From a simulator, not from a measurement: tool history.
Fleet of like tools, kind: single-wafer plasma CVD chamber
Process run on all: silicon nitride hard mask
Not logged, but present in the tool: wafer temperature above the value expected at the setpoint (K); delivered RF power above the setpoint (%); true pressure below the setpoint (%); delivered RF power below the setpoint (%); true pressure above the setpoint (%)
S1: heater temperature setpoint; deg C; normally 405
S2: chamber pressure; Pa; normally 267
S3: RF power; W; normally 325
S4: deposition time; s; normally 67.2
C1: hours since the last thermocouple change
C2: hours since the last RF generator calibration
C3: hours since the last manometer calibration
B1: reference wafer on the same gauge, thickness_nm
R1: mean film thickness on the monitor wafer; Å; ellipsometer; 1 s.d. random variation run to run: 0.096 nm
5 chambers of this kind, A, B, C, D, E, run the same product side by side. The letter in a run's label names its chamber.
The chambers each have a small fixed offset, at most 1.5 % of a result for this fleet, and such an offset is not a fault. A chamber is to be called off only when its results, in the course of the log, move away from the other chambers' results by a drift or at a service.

run,hour,S1,S2,S3,S4,C1,C2,C3,B1,R1
1E,3.8,405,267,325,67.2,1452.1,933.7,444.8,97.181,862.66
2C,9.2,405,267,325,67.2,1034,586,927.7,97.175,875.03
3B,16.2,405,267,325,67.2,1785,709.5,1065.1,97.137,861.16
4A,22.3,405,267,325,67.2,403.2,583.7,776.9,97.15,862.86
5D,26.9,405,267,325,67.2,774.8,840.3,139.8,97.12,865.88
6D,33.5,405,267,325,67.2,781.4,846.9,146.4,97.108,865.03
7C,40.2,405,267,325,67.2,1065,617,958.7,97.133,875.6
8A,46.2,405,267,325,67.2,427.1,607.6,800.8,97.098,862.95
9B,49.7,405,267,325,67.2,1818.5,743,1098.6,97.046,859.39
10E,56.2,405,267,325,67.2,1504.5,986.1,497.2,97.078,861.69
11B,62.8,405,267,325,67.2,1831.6,756.1,1111.7,97.041,858.68
12C,67.8,405,267,325,67.2,1092.6,644.6,986.3,97.026,873.44
13D,72.8,405,267,325,67.2,820.7,886.2,185.7,97.02,865.01
14A,78.1,405,267,325,67.2,459,639.5,832.7,97.007,862.93
15E,85,405,332,325,61.1,1533.3,1014.9,526,96.945,828.25
16D,89.1,405,332,325,61.1,837,902.5,202,96.966,831.99
17C,94.3,405,332,325,61.1,1119.1,671.1,1012.8,96.974,839
18A,101.3,405,332,325,61.1,482.2,662.7,855.9,96.949,829.4
19B,108.7,405,332,325,61.1,1877.5,802,1157.6,96.921,824.8
20E,115.4,410,267,355,67.2,1563.7,1045.3,556.4,96.877,908.75
21C,121.5,410,267,355,67.2,1146.3,698.3,1040,96.882,919.76
22D,128.4,410,267,355,67.2,876.3,941.8,241.3,96.859,912.5
23A,133.3,410,267,355,67.2,514.2,694.7,887.9,96.879,909.34
24E,137.3,410,267,355,67.2,1585.6,1067.2,578.3,96.87,906.33
25B,142.8,405,267,325,67.2,1911.6,836.1,1191.7,96.847,856.77
26D,150.2,405,267,325,67.2,898.1,963.6,263.1,96.807,865.19
# hour 155: chamber E: RF generator calibrated
# hour 157.4: chamber C: thermocouple changed; heater temperature recalibrated
27A,157.4,405,267,325,67.2,538.3,718.8,912,96.807,860.85
28B,164.4,405,267,325,67.2,1933.2,857.7,1213.3,96.773,855.95
29C,169.4,395,267,355,67.2,12.1,746.2,1087.9,96.775,925.68
30E,173,395,267,355,67.2,1621.3,18,614,96.753,913.67

Next, all 5 chambers run the settings below, one line each with question marks for the results. What does each chamber give?
31A,178.6,391,267,325,67.2,,,,,?
31B,178.6,391,267,325,67.2,,,,,?
31C,178.6,391,267,325,67.2,,,,,?
31D,178.6,391,267,325,67.2,,,,,?
31E,178.6,391,267,325,67.2,,,,,?

run,R1
31A,866.92
31B,860.94
31C,877
31D,868.28
31E,864.23
